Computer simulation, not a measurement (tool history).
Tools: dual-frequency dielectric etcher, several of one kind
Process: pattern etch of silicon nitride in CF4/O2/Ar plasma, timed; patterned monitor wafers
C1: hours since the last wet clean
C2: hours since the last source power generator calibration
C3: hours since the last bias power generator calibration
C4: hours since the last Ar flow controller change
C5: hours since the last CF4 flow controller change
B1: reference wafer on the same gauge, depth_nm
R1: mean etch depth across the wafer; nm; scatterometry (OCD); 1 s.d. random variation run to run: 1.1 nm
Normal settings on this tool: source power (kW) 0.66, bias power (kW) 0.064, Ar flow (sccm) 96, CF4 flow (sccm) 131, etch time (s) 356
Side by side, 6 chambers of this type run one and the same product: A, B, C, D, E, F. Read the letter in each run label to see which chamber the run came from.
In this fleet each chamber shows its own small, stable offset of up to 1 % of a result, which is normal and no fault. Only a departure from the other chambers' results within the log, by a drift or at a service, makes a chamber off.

Run 1D, hour 3.5: usual settings; C1 41.1; C2 1268.8; C3 670.1; C4 373.6; C5 1509; B1 840.95. Result: R1 976.66 nm.
Run 2B, hour 7.7: usual settings; C1 394; C2 1699.1; C3 1153.3; C4 4858.7; C5 3971; B1 841.11. Result: R1 970.04 nm.
Run 3C, hour 11.9: usual settings; C1 607.3; C2 554.3; C3 2033.2; C4 673.4; C5 174.1; B1 841.62. Result: R1 970.68 nm.
Run 4E, hour 15.9: usual settings; C1 90.7; C2 1330.5; C3 2247.8; C4 3522.2; C5 3945.4; B1 841.21. Result: R1 978.33 nm.
Run 5A, hour 18.7: usual settings; C1 410.7; C2 4478.8; C3 672.7; C4 1520.9; C5 4207.9; B1 841.82. Result: R1 980.53 nm.
Run 6F, hour 22.5: usual settings but bias power (kW) 0.056; C1 114.1; C2 1951.8; C3 2050.5; C4 2661.1; C5 3971.6; B1 841.65. Result: R1 935.03 nm.
Run 7B, hour 25.2: usual settings but bias power (kW) 0.056; C1 411.5; C2 1716.6; C3 1170.8; C4 4876.2; C5 3988.5; B1 841.72. Result: R1 925.53 nm.
Run 8F, hour 29.6: usual settings but bias power (kW) 0.056; C1 121.2; C2 1958.9; C3 2057.6; C4 2668.2; C5 3978.7; B1 841.56. Result: R1 934.38 nm.
Run 9D, hour 34.2: usual settings but bias power (kW) 0.056; C1 71.8; C2 1299.5; C3 700.8; C4 404.3; C5 1539.7; B1 841.96. Result: R1 931.08 nm.
Run 10C, hour 37.4: usual settings but bias power (kW) 0.056; C1 632.8; C2 579.8; C3 2058.7; C4 698.9; C5 199.6; B1 841.98. Result: R1 925.54 nm.
Run 11A, hour 40.2: usual settings but bias power (kW) 0.056; C1 432.2; C2 4500.3; C3 694.2; C4 1542.4; C5 4229.4; B1 842.09. Result: R1 932.98 nm.
Run 12E, hour 42.8: usual settings; C1 117.6; C2 1357.4; C3 2274.7; C4 3549.1; C5 3972.3; B1 842.26. Result: R1 977.22 nm.
Run 13E, hour 46.3: usual settings; C1 121.1; C2 1360.9; C3 2278.2; C4 3552.6; C5 3975.8; B1 842.18. Result: R1 979.23 nm.
Run 14C, hour 48.5: usual settings; C1 643.9; C2 590.9; C3 2069.8; C4 710; C5 210.7; B1 842.41. Result: R1 969.94 nm.
Run 15D, hour 51.2: usual settings; C1 88.8; C2 1316.5; C3 717.8; C4 421.3; C5 1556.7; B1 842.45. Result: R1 979.81 nm.
Run 16F, hour 54.2: usual settings; C1 145.8; C2 1983.5; C3 2082.2; C4 2692.8; C5 4003.3; B1 842.67. Result: R1 984.2 nm.
Run 17B, hour 57.9: usual settings; C1 444.2; C2 1749.3; C3 1203.5; C4 4908.9; C5 4021.2; B1 842.46. Result: R1 971.63 nm.
Run 18A, hour 62.7: usual settings but source power (kW) 0.73; C1 454.7; C2 4522.8; C3 716.7; C4 1564.9; C5 4251.9; B1 842.75. Result: R1 1070.1 nm.
At hour 67.8: chamber C: wet clean of the chamber.
Run 19B, hour 67.8: usual settings but source power (kW) 0.73; C1 454.1; C2 1759.2; C3 1213.4; C4 4918.8; C5 4031.1; B1 842.93. Result: R1 1063 nm.
Run 20A, hour 72.4: usual settings but source power (kW) 0.73; C1 464.4; C2 4532.5; C3 726.4; C4 1574.6; C5 4261.6; B1 843.14. Result: R1 1069.3 nm.
Run 21F, hour 75.5: usual settings but source power (kW) 0.73; C1 167.1; C2 2004.8; C3 2103.5; C4 2714.1; C5 4024.6; B1 843.09. Result: R1 1074.4 nm.
Run 22C, hour 79.3: usual settings but source power (kW) 0.73; C1 11.5; C2 621.7; C3 2100.6; C4 740.8; C5 241.5; B1 843.41. Result: R1 1063.7 nm.
Run 23E, hour 84.1: usual settings but source power (kW) 0.73; C1 158.9; C2 1398.7; C3 2316; C4 3590.4; C5 4013.6; B1 843.34. Result: R1 1068.6 nm.
Run 24D, hour 87: usual settings; C1 124.6; C2 1352.3; C3 753.6; C4 457.1; C5 1592.5; B1 843.3. Result: R1 979.02 nm.
Run 25B, hour 89.9: usual settings; C1 476.2; C2 1781.3; C3 1235.5; C4 4940.9; C5 4053.2; B1 843.69. Result: R1 973.18 nm.
Run 26A, hour 93: usual settings; C1 485; C2 4553.1; C3 747; C4 1595.2; C5 4282.2; B1 843.77. Result: R1 982.9 nm.
At hour 94.6: chamber A: wet clean of the chamber.
Run 27C, hour 96.6: usual settings; C1 28.8; C2 639; C3 2117.9; C4 758.1; C5 258.8; B1 843.83. Result: R1 974.9 nm.
Run 28E, hour 99.1: usual settings; C1 173.9; C2 1413.7; C3 2331; C4 3605.4; C5 4028.6; B1 843.61. Result: R1 979.88 nm.
Run 29F, hour 101.9: usual settings but Ar flow (sccm) 78; C1 193.5; C2 2031.2; C3 2129.9; C4 2740.5; C5 4051; B1 843.76. Result: R1 1004.1 nm.
Run 30D, hour 105.9: usual settings but Ar flow (sccm) 78; C1 143.5; C2 1371.2; C3 772.5; C4 476; C5 1611.4; B1 843.78. Result: R1 999.6 nm.
Run 31B, hour 111: usual settings but Ar flow (sccm) 78; C1 497.3; C2 1802.4; C3 1256.6; C4 4962; C5 4074.3; B1 844.33. Result: R1 994.2 nm.
Run 32F, hour 113.9: usual settings but Ar flow (sccm) 78; C1 205.5; C2 2043.2; C3 2141.9; C4 2752.5; C5 4063; B1 844.5. Result: R1 1004.3 nm.
Run 33C, hour 118.9: usual settings but Ar flow (sccm) 78; C1 51.1; C2 661.3; C3 2140.2; C4 780.4; C5 281.1; B1 844.6. Result: R1 992.67 nm.
Run 34D, hour 121.1: usual settings but Ar flow (sccm) 78; C1 158.7; C2 1386.4; C3 787.7; C4 491.2; C5 1626.6; B1 844.72. Result: R1 999.81 nm.
Run 35E, hour 125.3: usual settings; C1 200.1; C2 1439.9; C3 2357.2; C4 3631.6; C5 4054.8; B1 844.69. Result: R1 980.95 nm.
Run 36A, hour 128: usual settings; C1 33.4; C2 4588.1; C3 782; C4 1630.2; C5 4317.2; B1 844.71. Result: R1 982.83 nm.
Run 37F, hour 131.5: usual settings but bias power (kW) 0.072; C1 223.1; C2 2060.8; C3 2159.5; C4 2770.1; C5 4080.6; B1 844.82. Result: R1 1031.5 nm.

Does one chamber stand apart from the rest, does the shared gauge drift, or is all well apart from small per-chamber offsets? Give the chamber and the most likely cause, where there is one.

The shared gauge is drifting. All chambers look as if they move in step, but none is off.
What lies behind it: gauge reads high (%) = 0.459.
